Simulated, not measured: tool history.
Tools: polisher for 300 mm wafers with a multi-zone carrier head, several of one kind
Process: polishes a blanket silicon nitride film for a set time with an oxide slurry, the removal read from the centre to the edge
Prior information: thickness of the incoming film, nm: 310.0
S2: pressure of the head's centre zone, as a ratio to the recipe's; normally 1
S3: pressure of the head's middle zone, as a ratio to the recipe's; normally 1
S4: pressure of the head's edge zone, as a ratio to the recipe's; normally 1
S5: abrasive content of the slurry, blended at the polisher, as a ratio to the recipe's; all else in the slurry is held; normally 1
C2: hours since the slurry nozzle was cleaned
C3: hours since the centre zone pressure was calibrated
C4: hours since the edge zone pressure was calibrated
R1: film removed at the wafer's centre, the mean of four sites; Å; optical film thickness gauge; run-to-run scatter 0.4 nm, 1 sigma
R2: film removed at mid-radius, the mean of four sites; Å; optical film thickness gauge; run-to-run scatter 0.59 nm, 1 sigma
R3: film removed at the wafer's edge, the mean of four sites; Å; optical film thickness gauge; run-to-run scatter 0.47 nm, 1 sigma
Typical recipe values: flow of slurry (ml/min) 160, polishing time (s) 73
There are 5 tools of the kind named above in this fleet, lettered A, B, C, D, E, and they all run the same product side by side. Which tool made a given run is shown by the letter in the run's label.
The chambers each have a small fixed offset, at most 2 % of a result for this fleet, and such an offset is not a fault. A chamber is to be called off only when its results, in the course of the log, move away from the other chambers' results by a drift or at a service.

run 1E hour=6.4 | flow_of_slurry_(ml/min)=160 S2=1 S3=1 S4=1 S5=1 polishing_time_(s)=73 | wafers_polished_on_this_pad=354 C2=16.4 C3=879 C4=383.2 | R1=486.71 R2=480.95 R3=489.04
run 2B hour=14.9 | flow_of_slurry_(ml/min)=160 S2=1 S3=1 S4=1 S5=1 polishing_time_(s)=73 | wafers_polished_on_this_pad=486 C2=114.6 C3=187 C4=898.2 | R1=486.8 R2=477.41 R3=484.13
-- hour=20.2 chamber C: worn pad replaced by a new one
-- hour=23.8 chamber B: worn pad replaced by a new one
run 3C hour=25 | flow_of_slurry_(ml/min)=160 S2=1 S3=1 S4=1 S5=1 polishing_time_(s)=73 | wafers_polished_on_this_pad=45 C2=328.6 C3=710 C4=368.9 | R1=483.06 R2=484.32 R3=490.87
run 4D hour=35.6 | flow_of_slurry_(ml/min)=160 S2=1 S3=1 S4=1 S5=1 polishing_time_(s)=73 | wafers_polished_on_this_pad=514 C2=573.2 C3=53.9 C4=248.9 | R1=485.64 R2=483.74 R3=500.39
run 5A hour=41.7 | flow_of_slurry_(ml/min)=160 S2=1 S3=1 S4=1 S5=1 polishing_time_(s)=73 | wafers_polished_on_this_pad=614 C2=575.5 C3=261.6 C4=569.6 | R1=478.09 R2=481.59 R3=487.23
run 6A hour=50 | flow_of_slurry_(ml/min)=160 S2=1 S3=1 S4=1 S5=1 polishing_time_(s)=73 | wafers_polished_on_this_pad=691 C2=583.8 C3=269.9 C4=577.9 | R1=473.62 R2=487.73 R3=479.73
run 7E hour=57.8 | flow_of_slurry_(ml/min)=160 S2=1 S3=1 S4=1 S5=1 polishing_time_(s)=73 | wafers_polished_on_this_pad=832 C2=67.8 C3=930.4 C4=434.6 | R1=482.74 R2=490.15 R3=484.42
-- hour=58.1 chamber E: worn pad replaced by a new one
run 8B hour=66.4 | flow_of_slurry_(ml/min)=160 S2=1 S3=1 S4=1 S5=1 polishing_time_(s)=73 | wafers_polished_on_this_pad=397 C2=166.1 C3=238.5 C4=949.7 | R1=481.52 R2=479.39 R3=485.25
-- hour=68 chamber A: edge zone pressure recalibrated
-- hour=70.2 chamber D: worn pad replaced by a new one
run 9D hour=73.3 | flow_of_slurry_(ml/min)=160 S2=1 S3=1 S4=1 S5=1 polishing_time_(s)=73 | wafers_polished_on_this_pad=29 C2=610.9 C3=91.6 C4=286.6 | R1=485.49 R2=491.93 R3=484.36
-- hour=74 chamber C: slurry nozzle cleaned
run 10C hour=80.5 | flow_of_slurry_(ml/min)=160 S2=1 S3=1 S4=1 S5=1 polishing_time_(s)=73 | wafers_polished_on_this_pad=561 C2=6.6 C3=765.5 C4=424.4 | R1=486.33 R2=495.59 R3=475.92
-- hour=81.8 chamber B: worn pad replaced by a new one
run 11A hour=87.4 | flow_of_slurry_(ml/min)=160 S2=1 S3=1 S4=1 S5=1 polishing_time_(s)=73 | wafers_polished_on_this_pad=1039 C2=621.2 C3=307.3 C4=19.4 | R1=477.08 R2=476.4 R3=482.02
run 12B hour=98.9 | flow_of_slurry_(ml/min)=160 S2=1 S3=1 S4=1 S5=1 polishing_time_(s)=73 | wafers_polished_on_this_pad=159 C2=198.6 C3=271 C4=982.2 | R1=489.52 R2=486.2 R3=485.51
-- hour=105.4 chamber C: worn pad replaced by a new one
run 13D hour=110.1 | flow_of_slurry_(ml/min)=160 S2=1 S3=1 S4=1 S5=1 polishing_time_(s)=73 | wafers_polished_on_this_pad=372 C2=647.7 C3=128.4 C4=323.4 | R1=488.62 R2=489.87 R3=491.66
run 14E hour=120.2 | flow_of_slurry_(ml/min)=160 S2=1 S3=1 S4=1 S5=1 polishing_time_(s)=73 | wafers_polished_on_this_pad=578 C2=130.2 C3=992.8 C4=497 | R1=488.15 R2=482.61 R3=488.28
-- hour=122.2 chamber A: worn pad replaced by a new one
run 15C hour=127.3 | flow_of_slurry_(ml/min)=160 S2=1 S3=1 S4=1 S5=1 polishing_time_(s)=73 | wafers_polished_on_this_pad=204 C2=53.4 C3=812.3 C4=471.2 | R1=490.28 R2=503.73 R3=491.67
run 16E hour=133.8 | flow_of_slurry_(ml/min)=160 S2=1 S3=1 S4=1 S5=1 polishing_time_(s)=73 | wafers_polished_on_this_pad=705 C2=143.8 C3=1006.4 C4=510.6 | R1=480.79 R2=491.03 R3=484.57
run 17B hour=142.1 | flow_of_slurry_(ml/min)=160 S2=1 S3=1 S4=1 S5=1 polishing_time_(s)=73 | wafers_polished_on_this_pad=561 C2=241.8 C3=314.2 C4=1025.4 | R1=489.04 R2=481.22 R3=490.42
-- hour=149.6 chamber C: centre zone pressure recalibrated
-- hour=150.6 chamber E: worn pad replaced by a new one
-- hour=151.3 chamber D: worn pad replaced by a new one
run 18C hour=153.1 | flow_of_slurry_(ml/min)=160 S2=1 S3=1 S4=1 S5=1 polishing_time_(s)=73 | wafers_polished_on_this_pad=444 C2=79.2 C3=3.6 C4=497 | R1=540.39 R2=489.55 R3=483.86
-- hour=156.4 chamber B: worn pad replaced by a new one
run 19A hour=164.4 | flow_of_slurry_(ml/min)=210 S2=1 S3=1 S4=1 S5=1 polishing_time_(s)=73 | wafers_polished_on_this_pad=393 C2=698.2 C3=384.3 C4=96.4 | R1=496.13 R2=501.76 R3=499.81
run 20D hour=176 | flow_of_slurry_(ml/min)=210 S2=1 S3=1 S4=1 S5=1 polishing_time_(s)=73 | wafers_polished_on_this_pad=230 C2=713.6 C3=194.3 C4=389.3 | R1=505.93 R2=514.23 R3=504.12
-- hour=178.4 chamber D: slurry nozzle cleaned
run 21B hour=182.9 | flow_of_slurry_(ml/min)=210 S2=1 S3=1 S4=1 S5=1 polishing_time_(s)=73 | wafers_polished_on_this_pad=247 C2=282.6 C3=355 C4=1066.2 | R1=501.41 R2=504.78 R3=503.64
-- hour=185.2 chamber B: slurry nozzle cleaned
-- hour=186.2 chamber B: edge zone pressure recalibrated
run 22C hour=194.3 | flow_of_slurry_(ml/min)=210 S2=1 S3=1 S4=1 S5=1 polishing_time_(s)=73 | wafers_polished_on_this_pad=827 C2=120.4 C3=44.8 C4=538.2 | R1=565.82 R2=515.58 R3=505.86
-- hour=201.2 chamber B: centre zone pressure recalibrated
run 23E hour=204.5 | flow_of_slurry_(ml/min)=210 S2=1 S3=1 S4=1 S5=1 polishing_time_(s)=73 | wafers_polished_on_this_pad=501 C2=214.5 C3=1077.1 C4=581.3 | R1=509.72 R2=503.88 R3=495.23
run 24A hour=209.5 | flow_of_slurry_(ml/min)=160 S2=1 S3=1 S4=1 S5=1 polishing_time_(s)=73 | wafers_polished_on_this_pad=812 C2=743.3 C3=429.4 C4=141.5 | R1=482.96 R2=487.02 R3=478.2
-- hour=212.9 chamber C: worn pad replaced by a new one
run 25D hour=214.6 | flow_of_slurry_(ml/min)=160 S2=1 S3=1 S4=1 S5=1 polishing_time_(s)=73 | wafers_polished_on_this_pad=589 C2=36.2 C3=232.9 C4=427.9 | R1=488.22 R2=483.06 R3=494.53
run 26C hour=222.5 | flow_of_slurry_(ml/min)=160 S2=0.95 S3=1 S4=1.06 S5=1 polishing_time_(s)=73 | wafers_polished_on_this_pad=89 C2=148.6 C3=73 C4=566.4 | R1=507.85 R2=490.56 R3=504.15
-- hour=228.2 chamber E: worn pad replaced by a new one
run 27D hour=229.9 | flow_of_slurry_(ml/min)=160 S2=0.95 S3=1 S4=1.06 S5=1 polishing_time_(s)=73 | wafers_polished_on_this_pad=731 C2=51.5 C3=248.2 C4=443.2 | R1=452.83 R2=488.22 R3=498.1
-- hour=231.3 chamber B: worn pad replaced by a new one
-- hour=234.8 chamber A: slurry nozzle cleaned
-- hour=239.5 chamber E: centre zone pressure recalibrated
run 28B hour=240.4 | flow_of_slurry_(ml/min)=160 S2=0.95 S3=1 S4=1.06 S5=1 polishing_time_(s)=73 | wafers_polished_on_this_pad=84 C2=55.3 C3=39.2 C4=54.2 | R1=459.65 R2=470.03 R3=497.86
-- hour=249.6 chamber A: worn pad replaced by a new one
-- hour=250.7 chamber D: worn pad replaced by a new one
run 29E hour=251.4 | flow_of_slurry_(ml/min)=160 S2=0.95 S3=1 S4=1.06 S5=1 polishing_time_(s)=73 | wafers_polished_on_this_pad=216 C2=261.4 C3=11.9 C4=628.2 | R1=457.19 R2=486.84 R3=498.34
run 30A hour=260.8 | flow_of_slurry_(ml/min)=160 S2=0.95 S3=1 S4=1.06 S5=1 polishing_time_(s)=73 | wafers_polished_on_this_pad=104 C2=26 C3=480.7 C4=192.8 | R1=454.63 R2=480.29 R3=505.8
run 31C hour=267.4 | flow_of_slurry_(ml/min)=160 S2=1 S3=1 S4=1 S5=1 polishing_time_(s)=73 | wafers_polished_on_this_pad=507 C2=193.5 C3=117.9 C4=611.3 | R1=540.14 R2=498.41 R3=490.33
run 32A hour=278 | flow_of_slurry_(ml/min)=160 S2=1 S3=1 S4=1 S5=1 polishing_time_(s)=73 | wafers_polished_on_this_pad=264 C2=43.2 C3=497.9 C4=210 | R1=481.79 R2=481.24 R3=493.62
-- hour=287.5 chamber B: worn pad replaced by a new one
run 33D hour=288.6 | flow_of_slurry_(ml/min)=160 S2=1 S3=1 S4=1 S5=1 polishing_time_(s)=73 | wafers_polished_on_this_pad=353 C2=110.2 C3=306.9 C4=501.9 | R1=487.3 R2=482.51 R3=474.3
run 34E hour=294.5 | flow_of_slurry_(ml/min)=160 S2=1 S3=1 S4=1 S5=1 polishing_time_(s)=73 | wafers_polished_on_this_pad=617 C2=304.5 C3=55 C4=671.3 | R1=485.48 R2=482.19 R3=487.08
run 35B hour=303.9 | flow_of_slurry_(ml/min)=160 S2=1 S3=1 S4=1 S5=1 polishing_time_(s)=73 | wafers_polished_on_this_pad=153 C2=118.8 C3=102.7 C4=117.7 | R1=482.56 R2=483.4 R3=482.44
run 36A hour=313.8 | flow_of_slurry_(ml/min)=160 S2=1 S3=1 S4=1 S5=1 polishing_time_(s)=73 | wafers_polished_on_this_pad=597 C2=79 C3=533.7 C4=245.8 | R1=486.46 R2=491.16 R3=488.49

One chamber off, gauge drift, or nothing amiss beyond the chambers' own small offsets? If it is a chamber, which one, and what is the likeliest cause?

Chamber C came out of a service off from its peers and stayed that way.
Most likely cause: centre zone's pressure above its setpoint, % = 10.2.

Here are 4 candidates for chamber C's next run, each the usual settings with a change, their results left as question marks. Which one brings its results back in line with what the others give on the usual settings?
In-line tolerance around the mean of the other chambers on the usual settings: R1 14 Å; R2 21 Å; R3 17 Å
run 37C-1 hour=322.1 | flow_of_slurry_(ml/min)=165 S2=1.08 S3=1 S4=0.96 S5=1 polishing_time_(s)=74 | R1=? R2=? R3=?
run 37C-2 hour=322.1 | flow_of_slurry_(ml/min)=155 S2=0.92 S3=1 S4=1.04 S5=1 polishing_time_(s)=72 | R1=? R2=? R3=?
run 37C-3 hour=322.1 | flow_of_slurry_(ml/min)=150 S2=0.88 S3=1 S4=1.06 S5=1 polishing_time_(s)=72 | R1=? R2=? R3=?
run 37C-4 hour=322.1 | flow_of_slurry_(ml/min)=170 S2=1.12 S3=1 S4=0.94 S5=1 polishing_time_(s)=74 | R1=? R2=? R3=?

The other chambers' mean on the usual settings: R1 483.11 Å; R2 483.82 Å; R3 486.65 Å
run=37C-1 R1=597.28 R2=496.75 R3=484.86
run=37C-2 R1=481.88 R2=478.38 R3=487.91
run=37C-3 R1=455.71 R2=475.56 R3=490.73
run=37C-4 R1=624.8 R2=499.18 R3=481.46
Change 37C-2 lands the chamber within the allowed miss of the other chambers.
